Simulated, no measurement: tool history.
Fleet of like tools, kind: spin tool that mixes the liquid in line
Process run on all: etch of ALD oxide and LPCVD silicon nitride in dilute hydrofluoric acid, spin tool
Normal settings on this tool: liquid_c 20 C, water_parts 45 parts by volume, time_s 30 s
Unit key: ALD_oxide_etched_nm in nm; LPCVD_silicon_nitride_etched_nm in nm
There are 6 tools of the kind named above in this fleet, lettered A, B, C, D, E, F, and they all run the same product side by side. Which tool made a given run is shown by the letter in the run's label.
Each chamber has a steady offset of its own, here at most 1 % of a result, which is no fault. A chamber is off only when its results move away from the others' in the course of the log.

run   hour  liquid_c  water_parts  time_s  read-back film thickness of the ALD oxide reference wafer, read on the same gauge (nm)  read-back film thickness of the LPCVD silicon nitride reference wafer, read on the same gauge (nm)  ALD_oxide_etched_nm  LPCVD_silicon_nitride_etched_nm
       3.2  -- chamber F: hydrofluoric acid flow meter replaced
 1B    6.6        20           45      30                                                                                  29.996                                                                                              140.00               13.334                          0.25131
 2A   17.8        20           45      30                                                                                  30.024                                                                                              140.00               13.418                          0.21570
 3E   26.3        20           45      30                                                                                  30.026                                                                                              139.98               13.376                          0.25727
 4D   34.7        20           45      30                                                                                  30.005                                                                                              140.01               13.293                          0.25745
 5C   41.0        20           45      30                                                                                  30.011                                                                                              140.01               13.323                          0.22099
 6F   52.1        20           45      30                                                                                  29.993                                                                                              140.03               13.556                          0.20503
 7B   61.7        20           45      30                                                                                  29.988                                                                                              140.03               13.309                          0.26916
 8C   70.9        20           25      45                                                                                  29.980                                                                                              139.97               36.935                          0.62856
 9D   81.7        20           25      45                                                                                  29.985                                                                                              140.01               36.269                          0.63069
10E   88.7        20           25      45                                                                                  30.009                                                                                              139.94               36.356                          0.67476
11A   98.0        20           25      45                                                                                  30.010                                                                                              140.07               37.267                          0.64038
12F  104.8        20           25      45                                                                                  30.013                                                                                              140.00               37.446                          0.53679
13D  110.4        20           25      45                                                                                  30.011                                                                                              139.99               36.309                          0.67355
14A  116.9        20           45      30                                                                                  30.002                                                                                              139.95               13.325                          0.22492
15E  126.4        20           45      30                                                                                  30.026                                                                                              140.04               13.383                          0.22520
16F  136.9        20           45      30                                                                                  29.997                                                                                              140.01               13.440                          0.25481
17B  146.5        20           45      30                                                                                  29.994                                                                                              139.99               13.367                          0.25846
18C  151.7        20           45      30                                                                                  30.011                                                                                              140.05               13.366                          0.24243
19F  159.2        20           45      30                                                                                  29.983                                                                                              139.97               13.481                          0.21644
20A  168.3        17           45      30                                                                                  29.975                                                                                              139.99               11.851                          0.18638
21E  175.5        17           45      30                                                                                  29.981                                                                                              139.99               11.804                          0.18086
     183.5  -- chamber D: thermometer replaced
22C  185.9        17           45      30                                                                                  29.985                                                                                              139.98               11.793                          0.20377
23B  194.6        17           45      30                                                                                  30.001                                                                                              140.04               11.475                          0.18878
24D  204.3        17           45      30                                                                                  29.963                                                                                              140.03               11.857                          0.16289
25A  215.6        17           45      30                                                                                  30.000                                                                                              140.05               11.796                          0.20220
26F  227.0        20           45      30                                                                                  30.009                                                                                              139.96               13.537                          0.24852
27D  236.8        20           45      30                                                                                  30.006                                                                                              140.04               13.501                          0.23472
28B  245.9        20           35      40                                                                                  30.016                                                                                              140.00               22.647                          0.34973
29E  251.5        20           35      40                                                                                  30.015                                                                                              139.95               23.146                          0.32251
30C  258.2        20           35      40                                                                                  30.000                                                                                              140.03               23.308                          0.31068
31C  265.1        20           35      40                                                                                  30.008                                                                                              140.02               22.946                          0.41844
32E  273.7        20           35      40                                                                                  29.998                                                                                              140.00               22.984                          0.39180
33D  281.9        20           35      40                                                                                  29.972                                                                                              140.00               23.064                          0.44911
34B  288.7        20           45      30                                                                                  29.970                                                                                              139.98               12.787                          0.18792
35A  300.2        20           45      30                                                                                  29.993                                                                                              139.97               13.347                          0.27014
36F  310.2        20           45      30                                                                                  30.009                                                                                              139.99               13.549                          0.25646
37E  320.4        20           45      30                                                                                  29.995                                                                                              139.97               13.337                          0.28837
38F  331.9        20           45      30                                                                                  29.995                                                                                              140.02               13.602                          0.25775
39D  337.9        20           45      30                                                                                  30.010                                                                                              140.00               13.304                          0.22912
40A  348.7        20           65      50                                                                                  30.015                                                                                              140.00               15.100                          0.28706

What goes on in this fleet: one chamber off, a drifting gauge, or nothing beyond the chambers' own small offsets? Name the chamber and the cause, if any.

It is chamber B that slowly wanders off from its peers.
Cause: liquid colder than its thermometer reads (K) = 1.45.

Here are 4 candidates for chamber B's next run, each the usual settings with a change, their results left as question marks. Which one brings its results back in line with what the others give on the usual settings?
Counts as in line when no further than this from what the other chambers average on the usual settings: ALD_oxide_etched_nm 0.290 nm; LPCVD_silicon_nitride_etched_nm 0.08500 nm
41B-1  357.2      20.5           45      30                                                                                                                                                                                                                ?                                ?
41B-2  357.2      19.5           45      30                                                                                                                                                                                                                ?                                ?
41B-3  357.2      18.5           45      30                                                                                                                                                                                                                ?                                ?
41B-4  357.2      21.5           45      30                                                                                                                                                                                                                ?                                ?

The other chambers' mean on the usual settings: ALD_oxide_etched_nm 13.414 nm; LPCVD_silicon_nitride_etched_nm 0.23932 nm
  run  ALD_oxide_etched_nm  LPCVD_silicon_nitride_etched_nm
41B-1               12.868                          0.21429
41B-2               12.325                          0.19973
41B-3               11.806                          0.18619
41B-4               13.430                          0.22980
41B-4 is the one that brings the chamber's results back in line with the other chambers.
